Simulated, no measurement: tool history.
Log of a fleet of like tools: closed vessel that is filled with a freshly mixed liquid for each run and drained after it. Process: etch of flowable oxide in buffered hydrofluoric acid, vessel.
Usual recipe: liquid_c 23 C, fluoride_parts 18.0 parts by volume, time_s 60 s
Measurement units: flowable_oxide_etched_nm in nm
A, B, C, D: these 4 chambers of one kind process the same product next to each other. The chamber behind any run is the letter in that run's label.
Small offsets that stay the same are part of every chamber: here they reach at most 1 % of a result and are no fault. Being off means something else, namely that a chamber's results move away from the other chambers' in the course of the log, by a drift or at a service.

| run | hour | liquid_c | fluoride_parts | time_s | hours since the thermometer was replaced | hours since the hydrofluoric acid flow meter was replaced | read-back film thickness of the flowable oxide reference wafer, read on the same gauge (nm) | flowable_oxide_etched_nm |
|---|---|---|---|---|---|---|---|---|
| 1D | 6.2 | 23 | 18.0 | 60 | 1416.7 | 1851.6 | 89.973 | 120.01 |
| 2B | 15.7 | 23 | 18.0 | 60 | 2575.9 | 372.0 | 90.001 | 124.49 |
| 3C | 22.7 | 23 | 18.0 | 60 | 1105.1 | 1978.3 | 90.017 | 121.95 |
| 4A | 32.5 | 23 | 18.0 | 60 | 1652.1 | 919.6 | 89.986 | 122.98 |
| 5D | 42.5 | 23 | 11.5 | 60 | 1453.0 | 1887.9 | 90.026 | 189.44 |
| 6C | 46.9 | 23 | 11.5 | 60 | 1129.3 | 2002.5 | 90.015 | 186.47 |
| 7A | 52.4 | 23 | 11.5 | 60 | 1672.0 | 939.5 | 89.994 | 187.03 |
| 8B | 62.1 | 23 | 11.5 | 60 | 2622.3 | 418.4 | 89.987 | 192.56 |
| 9D | 69.5 | 23 | 18.0 | 60 | 1480.0 | 1914.9 | 89.999 | 119.75 |
| 10A | 74.8 | 23 | 18.0 | 60 | 1694.4 | 961.9 | 90.009 | 121.34 |
| 11B | 79.8 | 23 | 18.0 | 60 | 2640.0 | 436.1 | 90.027 | 123.47 |
|  | 83.8 | chamber B: thermometer replaced |
| 12C | 88.0 | 23 | 18.0 | 60 | 1170.4 | 2043.6 | 90.046 | 122.82 |
| 13C | 95.1 | 23 | 15.0 | 60 | 1177.5 | 2050.7 | 90.010 | 145.38 |
| 14D | 104.8 | 23 | 15.0 | 60 | 1515.3 | 1950.2 | 89.995 | 145.76 |
| 15A | 112.5 | 23 | 15.0 | 60 | 1732.1 | 999.6 | 89.994 | 148.80 |
| 16B | 117.4 | 23 | 15.0 | 60 | 33.7 | 473.7 | 90.005 | 143.89 |
| 17A | 122.1 | 23 | 18.0 | 60 | 1741.7 | 1009.2 | 89.989 | 125.06 |
| 18B | 130.4 | 23 | 18.0 | 60 | 46.7 | 486.7 | 90.020 | 122.44 |
| 19D | 138.0 | 23 | 18.0 | 60 | 1548.5 | 1983.4 | 90.011 | 121.06 |
| 20C | 147.3 | 23 | 18.0 | 60 | 1229.7 | 2102.9 | 89.982 | 121.25 |
| 21B | 155.9 | 23 | 18.0 | 60 | 72.2 | 512.2 | 90.014 | 122.15 |
| 22D | 161.8 | 23 | 14.5 | 60 | 1572.3 | 2007.2 | 89.991 | 152.17 |
| 23A | 167.4 | 23 | 14.5 | 60 | 1787.0 | 1054.5 | 90.010 | 155.51 |
| 24C | 171.8 | 23 | 14.5 | 60 | 1254.2 | 2127.4 | 89.936 | 147.99 |
| 25B | 177.8 | 23 | 14.5 | 60 | 94.1 | 534.1 | 90.018 | 152.68 |
| 26A | 186.3 | 23 | 18.0 | 60 | 1805.9 | 1073.4 | 90.020 | 126.68 |
| 27D | 191.6 | 23 | 18.0 | 60 | 1602.1 | 2037.0 | 90.026 | 120.62 |
| 28C | 197.1 | 23 | 18.0 | 60 | 1279.5 | 2152.7 | 89.966 | 122.02 |

Has any chamber moved away from the others, gradually or after a service, or does the common gauge drift, or do the chambers differ only by their own small steady offsets? State the chamber and the most likely cause if one applies.

It is chamber A that slowly wanders off from its peers.
Likeliest cause: liquid hotter than its thermometer reads (K) = 1.1.
The log may not separate it from: hydrofluoric acid flow above the setpoint (%).

Below are 4 candidate recipes for chamber A's next run, each the usual settings with a change, their results shown as question marks. Which of them brings A's results back in line with what the other chambers give on the usual settings?
To be in line, a result may differ from the other chambers' mean on the usual settings by at most: flowable_oxide_etched_nm 4.10 nm
| 29A-1 | 204.2 | 23.5 | 17.5 | 65 |  |  |  | ? |
| 29A-2 | 204.2 | 22.5 | 18.5 | 60 |  |  |  | ? |
| 29A-3 | 204.2 | 23.0 | 18.5 | 55 |  |  |  | ? |
| 29A-4 | 204.2 | 24.0 | 18.0 | 60 |  |  |  | ? |

The other chambers' mean on the usual settings: flowable_oxide_etched_nm 121.71 nm
| run | flowable_oxide_etched_nm |
|---|---|
| 29A-1 | 148.31 |
| 29A-2 | 122.73 |
| 29A-3 | 115.62 |
| 29A-4 | 136.84 |
With 29A-2, the chamber falls back in line with the rest.
